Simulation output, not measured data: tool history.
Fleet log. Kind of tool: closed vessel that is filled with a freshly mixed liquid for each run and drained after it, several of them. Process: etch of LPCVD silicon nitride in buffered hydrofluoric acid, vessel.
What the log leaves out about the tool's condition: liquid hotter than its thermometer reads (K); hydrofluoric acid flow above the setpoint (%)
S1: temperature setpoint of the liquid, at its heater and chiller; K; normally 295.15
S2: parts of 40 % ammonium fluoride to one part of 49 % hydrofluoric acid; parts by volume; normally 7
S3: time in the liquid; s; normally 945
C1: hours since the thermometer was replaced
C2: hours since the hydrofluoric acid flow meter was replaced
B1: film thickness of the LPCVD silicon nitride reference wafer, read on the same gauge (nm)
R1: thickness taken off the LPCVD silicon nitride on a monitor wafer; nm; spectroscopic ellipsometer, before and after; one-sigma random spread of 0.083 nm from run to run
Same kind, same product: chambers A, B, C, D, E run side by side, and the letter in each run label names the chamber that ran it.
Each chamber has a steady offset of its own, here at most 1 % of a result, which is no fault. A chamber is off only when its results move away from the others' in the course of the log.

run     day      S1  S2    S3      C1      C2      B1      R1
 1D   0.458  295.15   7   945   851.2  1817.0  59.996  17.248
 2B   1.083  295.15   7   945  1577.7   257.1  60.004  17.266
 3A   1.579  295.15   7   945   107.9   488.4  60.015  17.203
 4C   1.946  295.15   7   945  1078.0  1152.5  60.000  17.031
 5E   2.546  295.15   7   945   474.0   426.8  60.022  17.081
 6A   3.192  295.15   7   945   146.6   527.1  59.996  17.001
 7E   3.792  295.15   7   945   503.9   456.7  59.997  17.179
 8B   4.117  295.15   7   945  1650.5   329.9  59.992  17.163
 9C   4.475  295.15   5  1125  1138.7  1213.2  60.014  27.127
10D   4.804  295.15   5  1125   955.5  1921.3  59.983  27.438
11E   5.271  295.15   5  1125   539.4   492.2  60.009  27.190
12D   5.800  295.15   5  1125   979.4  1945.2  60.031  27.659
13A   6.408  295.15   5  1125   223.8   604.3  60.005  27.362
14C   6.721  295.15   7   945  1192.6  1267.1  60.021  17.183
15B   7.350  298.65   9   945  1728.1   407.5  60.017  15.835
16E   7.850  298.65   9   945   601.3   554.1  59.981  15.669
17C   8.146  298.65   9   945  1226.8  1301.3  59.982  15.759
18D   8.767  298.65   9   945  1050.6  2016.4  60.016  15.801
19A   9.362  298.65   9   945   294.7   675.2  60.022  16.107
20B   9.654  295.15   7   945  1783.4   462.8  59.983  17.252
     10.025  -- chamber B: hydrofluoric acid flow meter replaced
21C  10.158  295.15   7   945  1275.1  1349.6  60.000  17.165
22A  10.692  295.15   7   945   326.6   707.1  60.003  17.424
23E  11.279  295.15   7   945   683.6   636.4  59.988  17.193
24B  11.642  295.15   7   945  1831.1    38.9  60.024  17.101
25D  12.079  295.15   7   945  1130.1  2095.9  60.009  17.203
26B  12.471  295.15   7   945  1851.0    58.8  60.018  17.088
27C  12.862  295.15   7   945  1340.0  1414.5  59.995  17.017
     12.867  -- chamber D: thermometer replaced
28E  13.379  295.15   7   945   734.0   686.8  59.991  17.078
     13.596  -- chamber E: hydrofluoric acid flow meter replaced
29A  13.704  295.15   7   945   398.9   779.4  59.992  17.624
30D  14.025  293.15   7   630    27.9  2142.6  59.999  10.229
31E  14.654  293.15   7   630   764.6    25.4  59.979  10.233
     15.083  -- chamber C: hydrofluoric acid flow meter replaced
32D  15.250  293.15   7   630    57.3  2172.0  59.993  10.188
33A  15.662  293.15   7   630   445.9   826.4  59.998  10.628
34B  16.175  293.15   7   630  1939.9   147.7  59.991  10.197
35C  16.479  295.15   7   945  1426.8    33.5  60.002  17.231

Is one chamber out of step, is the gauge drifting, or do the chambers differ by no more than their own small offsets? For an off chamber, give its letter and the likeliest cause.

One chamber, A, drifts off from the rest bit by bit.
What lies behind it: hydrofluoric acid flow above the setpoint (%) = 5.14.
With only this log, it may be confused with: liquid hotter than its thermometer reads (K).

Which of the 4 candidates below, each the usual settings with something changed and its results left as question marks, puts chamber A back in line with what the other chambers give on the usual settings?
In-line tolerance around the mean of the other chambers on the usual settings: R1 0.290 nm
36A-1  16.950  295.15   7  910               ?
36A-2  16.950  295.15   7  940               ?
36A-3  16.950  295.15   7  950               ?
36A-4  16.950  295.15   7  980               ?

The other chambers' mean on the usual settings: R1 17.138 nm
  run      R1
36A-1  17.211
36A-2  17.778
36A-3  17.967
36A-4  18.535
36A-1 puts the chamber back in line with the other chambers.

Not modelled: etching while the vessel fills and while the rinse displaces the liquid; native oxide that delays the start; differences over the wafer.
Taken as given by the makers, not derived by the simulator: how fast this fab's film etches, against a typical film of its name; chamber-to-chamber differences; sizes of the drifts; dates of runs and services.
